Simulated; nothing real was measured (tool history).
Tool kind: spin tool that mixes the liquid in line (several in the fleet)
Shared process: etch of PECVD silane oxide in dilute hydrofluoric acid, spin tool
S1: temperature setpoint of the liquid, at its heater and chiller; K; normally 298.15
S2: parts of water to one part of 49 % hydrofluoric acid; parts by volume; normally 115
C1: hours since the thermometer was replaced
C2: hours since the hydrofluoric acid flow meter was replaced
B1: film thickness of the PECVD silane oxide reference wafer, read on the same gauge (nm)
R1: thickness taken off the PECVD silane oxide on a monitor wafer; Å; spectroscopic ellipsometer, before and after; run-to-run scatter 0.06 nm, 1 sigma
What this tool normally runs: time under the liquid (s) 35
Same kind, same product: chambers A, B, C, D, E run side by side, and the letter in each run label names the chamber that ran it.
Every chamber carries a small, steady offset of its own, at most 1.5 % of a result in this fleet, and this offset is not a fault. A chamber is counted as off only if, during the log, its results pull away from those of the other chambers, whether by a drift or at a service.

run 1A hour=11.1 | S1=298.15 S2=115 time_under_the_liquid_(s)=35 | C1=1357.2 C2=120.9 | B1=80.021 | R1=153.620
run 2B hour=19.7 | S1=298.15 S2=115 time_under_the_liquid_(s)=35 | C1=217.1 C2=886.1 | B1=79.995 | R1=156.400
run 3C hour=29.5 | S1=298.15 S2=115 time_under_the_liquid_(s)=35 | C1=452.3 C2=920.2 | B1=80.009 | R1=156.780
run 4D hour=40.7 | S1=298.15 S2=115 time_under_the_liquid_(s)=35 | C1=720.7 C2=982.9 | B1=80.022 | R1=154.820
run 5E hour=48.1 | S1=298.15 S2=115 time_under_the_liquid_(s)=35 | C1=628.6 C2=461.9 | B1=80.001 | R1=154.020
run 6C hour=54.8 | S1=298.15 S2=115 time_under_the_liquid_(s)=35 | C1=477.6 C2=945.5 | B1=80.007 | R1=156.190
run 7E hour=65.1 | S1=298.15 S2=115 time_under_the_liquid_(s)=35 | C1=645.6 C2=478.9 | B1=79.993 | R1=153.740
-- hour=77.1 chamber B: hydrofluoric acid flow meter replaced
run 8D hour=77.7 | S1=298.15 S2=115 time_under_the_liquid_(s)=35 | C1=757.7 C2=1019.9 | B1=79.997 | R1=153.990
run 9A hour=87.7 | S1=298.15 S2=115 time_under_the_liquid_(s)=35 | C1=1433.8 C2=197.5 | B1=79.997 | R1=154.170
-- hour=91.6 chamber E: hydrofluoric acid flow meter replaced
run 10B hour=99.1 | S1=298.15 S2=115 time_under_the_liquid_(s)=35 | C1=296.5 C2=22.0 | B1=79.985 | R1=156.990
run 11A hour=106.0 | S1=298.15 S2=115 time_under_the_liquid_(s)=35 | C1=1452.1 C2=215.8 | B1=80.011 | R1=152.720
run 12B hour=117.1 | S1=298.15 S2=115 time_under_the_liquid_(s)=35 | C1=314.5 C2=40.0 | B1=80.006 | R1=155.870
run 13C hour=131.2 | S1=296.65 S2=115 time_under_the_liquid_(s)=20 | C1=554.0 C2=1021.9 | B1=79.976 | R1=83.840
run 14E hour=140.5 | S1=296.65 S2=115 time_under_the_liquid_(s)=20 | C1=721.0 C2=49.0 | B1=79.972 | R1=82.783
run 15D hour=149.6 | S1=296.65 S2=115 time_under_the_liquid_(s)=20 | C1=829.6 C2=1091.8 | B1=80.003 | R1=84.285
-- hour=155.3 chamber E: thermometer replaced
run 16B hour=157.8 | S1=296.65 S2=115 time_under_the_liquid_(s)=20 | C1=355.2 C2=80.7 | B1=79.997 | R1=84.527
run 17C hour=164.1 | S1=296.65 S2=115 time_under_the_liquid_(s)=20 | C1=586.9 C2=1054.8 | B1=80.017 | R1=84.308
run 18E hour=172.9 | S1=298.15 S2=115 time_under_the_liquid_(s)=35 | C1=17.6 C2=81.4 | B1=80.020 | R1=152.640
run 19A hour=183.5 | S1=298.15 S2=115 time_under_the_liquid_(s)=35 | C1=1529.6 C2=293.3 | B1=80.015 | R1=154.230
run 20D hour=197.8 | S1=298.15 S2=115 time_under_the_liquid_(s)=35 | C1=877.8 C2=1140.0 | B1=80.002 | R1=158.210
run 21A hour=207.9 | S1=298.15 S2=115 time_under_the_liquid_(s)=35 | C1=1554.0 C2=317.7 | B1=80.000 | R1=154.900
run 22C hour=220.8 | S1=298.15 S2=115 time_under_the_liquid_(s)=45 | C1=643.6 C2=1111.5 | B1=79.999 | R1=201.920
run 23B hour=231.3 | S1=298.15 S2=115 time_under_the_liquid_(s)=45 | C1=428.7 C2=154.2 | B1=80.018 | R1=200.460
run 24E hour=244.9 | S1=298.15 S2=115 time_under_the_liquid_(s)=45 | C1=89.6 C2=153.4 | B1=79.987 | R1=196.950
run 25D hour=259.1 | S1=298.15 S2=115 time_under_the_liquid_(s)=45 | C1=939.1 C2=1201.3 | B1=79.997 | R1=206.070
run 26A hour=268.6 | S1=298.15 S2=115 time_under_the_liquid_(s)=45 | C1=1614.7 C2=378.4 | B1=79.984 | R1=197.780
run 27C hour=280.6 | S1=298.15 S2=115 time_under_the_liquid_(s)=35 | C1=703.4 C2=1171.3 | B1=79.986 | R1=157.160
run 28D hour=293.0 | S1=298.15 S2=115 time_under_the_liquid_(s)=35 | C1=973.0 C2=1235.2 | B1=80.007 | R1=161.270
run 29B hour=301.3 | S1=298.15 S2=115 time_under_the_liquid_(s)=35 | C1=498.7 C2=224.2 | B1=79.995 | R1=156.510
run 30E hour=310.8 | S1=298.15 S2=115 time_under_the_liquid_(s)=35 | C1=155.5 C2=219.3 | B1=79.976 | R1=153.060
run 31C hour=318.1 | S1=298.15 S2=115 time_under_the_liquid_(s)=35 | C1=740.9 C2=1208.8 | B1=79.996 | R1=155.580
run 32E hour=332.3 | S1=298.15 S2=115 time_under_the_liquid_(s)=35 | C1=177.0 C2=240.8 | B1=79.989 | R1=154.500
run 33D hour=342.7 | S1=298.15 S2=115 time_under_the_liquid_(s)=35 | C1=1022.7 C2=1284.9 | B1=79.993 | R1=163.200

Does one chamber stand apart from the rest, does the shared gauge drift, or is all well apart from small per-chamber offsets? Give the chamber and the most likely cause, where there is one.

One chamber, D, drifts off from the rest bit by bit.
Most likely cause: liquid hotter than its thermometer reads (K) = 1.26.
The log may not separate it from: hydrofluoric acid flow above the setpoint (%).

Here are 4 candidates for chamber D's next run, each the usual settings with a change, their results left as question marks. Which one brings its results back in line with what the others give on the usual settings?
A result is in line if it is within this distance of the other chambers' mean on the usual settings: R1 2.100 Å
run 34D-1 hour=353.0 | S1=296.15 S2=115 time_under_the_liquid_(s)=35 | R1=?
run 34D-2 hour=353.0 | S1=298.15 S2=120 time_under_the_liquid_(s)=35 | R1=?
run 34D-3 hour=353.0 | S1=298.15 S2=110 time_under_the_liquid_(s)=35 | R1=?
run 34D-4 hour=353.0 | S1=300.15 S2=115 time_under_the_liquid_(s)=35 | R1=?

Usual-settings mean across the other chambers: R1 155.070 Å
run=34D-1 R1=150.770
run=34D-2 R1=155.250
run=34D-3 R1=171.280
run=34D-4 R1=175.840
The answer is 34D-2, which returns the chamber to within the allowed miss of the others.
